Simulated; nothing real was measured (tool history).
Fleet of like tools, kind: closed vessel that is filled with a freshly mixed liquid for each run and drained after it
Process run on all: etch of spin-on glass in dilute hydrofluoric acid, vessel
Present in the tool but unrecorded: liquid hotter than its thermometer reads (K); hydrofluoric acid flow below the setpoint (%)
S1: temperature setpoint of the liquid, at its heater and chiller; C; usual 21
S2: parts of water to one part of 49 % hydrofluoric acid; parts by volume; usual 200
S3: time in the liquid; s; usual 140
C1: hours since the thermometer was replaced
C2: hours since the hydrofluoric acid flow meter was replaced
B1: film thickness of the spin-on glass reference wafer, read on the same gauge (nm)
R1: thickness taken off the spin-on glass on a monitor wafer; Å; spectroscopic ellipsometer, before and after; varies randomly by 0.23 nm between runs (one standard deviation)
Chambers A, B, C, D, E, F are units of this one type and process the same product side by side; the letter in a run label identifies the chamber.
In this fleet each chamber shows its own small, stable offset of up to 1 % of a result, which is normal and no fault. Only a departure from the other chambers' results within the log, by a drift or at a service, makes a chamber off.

{"run": "1C", "hour": 12.2, "S1": 21, "S2": 200, "S3": 140, "C1": 1036.8, "C2": 847.1, "B1": 90.015, "R1": 254.33}
{"run": "2A", "hour": 22.0, "S1": 21, "S2": 200, "S3": 140, "C1": 1584, "C2": 1577.1, "B1": 89.993, "R1": 254.39}
{"run": "3D", "hour": 29.4, "S1": 21, "S2": 200, "S3": 140, "C1": 520.2, "C2": 29.6, "B1": 89.987, "R1": 255.41}
{"hour": 36.0, "done": "chamber A: hydrofluoric acid flow meter replaced"}
{"run": "4F", "hour": 42.3, "S1": 21, "S2": 200, "S3": 140, "C1": 2766.6, "C2": 342.2, "B1": 89.999, "R1": 251.94}
{"hour": 47.1, "done": "chamber B: hydrofluoric acid flow meter replaced"}
{"run": "5B", "hour": 54.9, "S1": 21, "S2": 200, "S3": 140, "C1": 465.8, "C2": 7.9, "B1": 90.026, "R1": 255.29}
{"run": "6E", "hour": 61.8, "S1": 21, "S2": 200, "S3": 140, "C1": 501.9, "C2": 546.7, "B1": 90.004, "R1": 250.99}
{"hour": 69.3, "done": "chamber F: thermometer replaced"}
{"run": "7F", "hour": 72.6, "S1": 21, "S2": 200, "S3": 90, "C1": 3.3, "C2": 372.5, "B1": 89.996, "R1": 162.72}
{"run": "8A", "hour": 86.5, "S1": 21, "S2": 200, "S3": 90, "C1": 1648.5, "C2": 50.5, "B1": 89.971, "R1": 165.78}
{"run": "9D", "hour": 94.6, "S1": 21, "S2": 200, "S3": 90, "C1": 585.4, "C2": 94.8, "B1": 89.985, "R1": 162.05}
{"run": "10B", "hour": 102.6, "S1": 21, "S2": 200, "S3": 90, "C1": 513.5, "C2": 55.6, "B1": 89.992, "R1": 164.65}
{"run": "11C", "hour": 110.1, "S1": 21, "S2": 200, "S3": 90, "C1": 1134.7, "C2": 945, "B1": 89.987, "R1": 165.64}
{"run": "12E", "hour": 120.2, "S1": 21, "S2": 200, "S3": 90, "C1": 560.3, "C2": 605.1, "B1": 90.004, "R1": 162.94}
{"run": "13B", "hour": 132.5, "S1": 21, "S2": 200, "S3": 140, "C1": 543.4, "C2": 85.5, "B1": 90.004, "R1": 263.06}
{"run": "14F", "hour": 144.9, "S1": 21, "S2": 200, "S3": 140, "C1": 75.6, "C2": 444.8, "B1": 89.99, "R1": 251.18}
{"run": "15D", "hour": 158.7, "S1": 21, "S2": 200, "S3": 140, "C1": 649.5, "C2": 158.9, "B1": 89.993, "R1": 254.76}
{"run": "16A", "hour": 166.1, "S1": 21, "S2": 200, "S3": 140, "C1": 1728.1, "C2": 130.1, "B1": 89.998, "R1": 249}
{"run": "17E", "hour": 174.4, "S1": 21, "S2": 200, "S3": 85, "C1": 614.5, "C2": 659.3, "B1": 90.01, "R1": 154.49}
{"run": "18C", "hour": 185.8, "S1": 21, "S2": 200, "S3": 85, "C1": 1210.4, "C2": 1020.7, "B1": 89.996, "R1": 155.55}
{"run": "19B", "hour": 199.9, "S1": 21, "S2": 200, "S3": 85, "C1": 610.8, "C2": 152.9, "B1": 89.979, "R1": 156.57}
{"hour": 207.3, "done": "chamber A: thermometer replaced"}
{"run": "20C", "hour": 210.9, "S1": 21, "S2": 200, "S3": 85, "C1": 1235.5, "C2": 1045.8, "B1": 90.017, "R1": 156.77}
{"run": "21E", "hour": 220.5, "S1": 21, "S2": 200, "S3": 85, "C1": 660.6, "C2": 705.4, "B1": 89.986, "R1": 151.72}
{"run": "22A", "hour": 236.4, "S1": 21, "S2": 200, "S3": 85, "C1": 29.1, "C2": 200.4, "B1": 89.991, "R1": 154.12}
{"run": "23D", "hour": 250.9, "S1": 21, "S2": 235, "S3": 140, "C1": 741.7, "C2": 251.1, "B1": 90.025, "R1": 207.17}
{"run": "24F", "hour": 263.7, "S1": 21, "S2": 235, "S3": 140, "C1": 194.4, "C2": 563.6, "B1": 90.012, "R1": 206.7}
{"run": "25D", "hour": 272.2, "S1": 21, "S2": 235, "S3": 140, "C1": 763, "C2": 272.4, "B1": 89.975, "R1": 205.18}
{"run": "26B", "hour": 285.0, "S1": 21, "S2": 235, "S3": 140, "C1": 695.9, "C2": 238, "B1": 89.998, "R1": 218.82}
{"run": "27C", "hour": 293.7, "S1": 21, "S2": 235, "S3": 140, "C1": 1318.3, "C2": 1128.6, "B1": 89.986, "R1": 213}
{"run": "28E", "hour": 302.3, "S1": 21, "S2": 235, "S3": 140, "C1": 742.4, "C2": 787.2, "B1": 89.983, "R1": 209.69}
{"run": "29A", "hour": 315.7, "S1": 21, "S2": 200, "S3": 140, "C1": 108.4, "C2": 279.7, "B1": 89.995, "R1": 256.44}
{"run": "30F", "hour": 324.6, "S1": 25, "S2": 200, "S3": 215, "C1": 255.3, "C2": 624.5, "B1": 90, "R1": 450.12}
{"run": "31C", "hour": 334.1, "S1": 25, "S2": 200, "S3": 215, "C1": 1358.7, "C2": 1169, "B1": 90.003, "R1": 463.88}
{"run": "32B", "hour": 347.0, "S1": 25, "S2": 200, "S3": 215, "C1": 757.9, "C2": 300, "B1": 90.021, "R1": 479}
{"run": "33A", "hour": 354.5, "S1": 25, "S2": 200, "S3": 215, "C1": 147.2, "C2": 318.5, "B1": 89.973, "R1": 457.59}
{"run": "34F", "hour": 363.0, "S1": 25, "S2": 200, "S3": 215, "C1": 293.7, "C2": 662.9, "B1": 89.979, "R1": 451.36}
{"run": "35E", "hour": 373.3, "S1": 25, "S2": 200, "S3": 215, "C1": 813.4, "C2": 858.2, "B1": 89.987, "R1": 452.16}
{"run": "36D", "hour": 381.4, "S1": 21, "S2": 200, "S3": 140, "C1": 872.2, "C2": 381.6, "B1": 89.99, "R1": 254.75}
{"run": "37B", "hour": 391.9, "S1": 21, "S2": 200, "S3": 140, "C1": 802.8, "C2": 344.9, "B1": 90.003, "R1": 271.45}

For the next run the whole fleet of 6 chambers uses the same settings. Give each chamber's results:
{"run": "38A", "hour": 403.3, "S1": 21, "S2": 200, "S3": 140, "R1": "?"}
{"run": "38B", "hour": 403.3, "S1": 21, "S2": 200, "S3": 140, "R1": "?"}
{"run": "38C", "hour": 403.3, "S1": 21, "S2": 200, "S3": 140, "R1": "?"}
{"run": "38D", "hour": 403.3, "S1": 21, "S2": 200, "S3": 140, "R1": "?"}
{"run": "38E", "hour": 403.3, "S1": 21, "S2": 200, "S3": 140, "R1": "?"}
{"run": "38F", "hour": 403.3, "S1": 21, "S2": 200, "S3": 140, "R1": "?"}

run=38A R1=255.36
run=38B R1=274.3
run=38C R1=257.01
run=38D R1=254.05
run=38E R1=256.78
run=38F R1=252.34
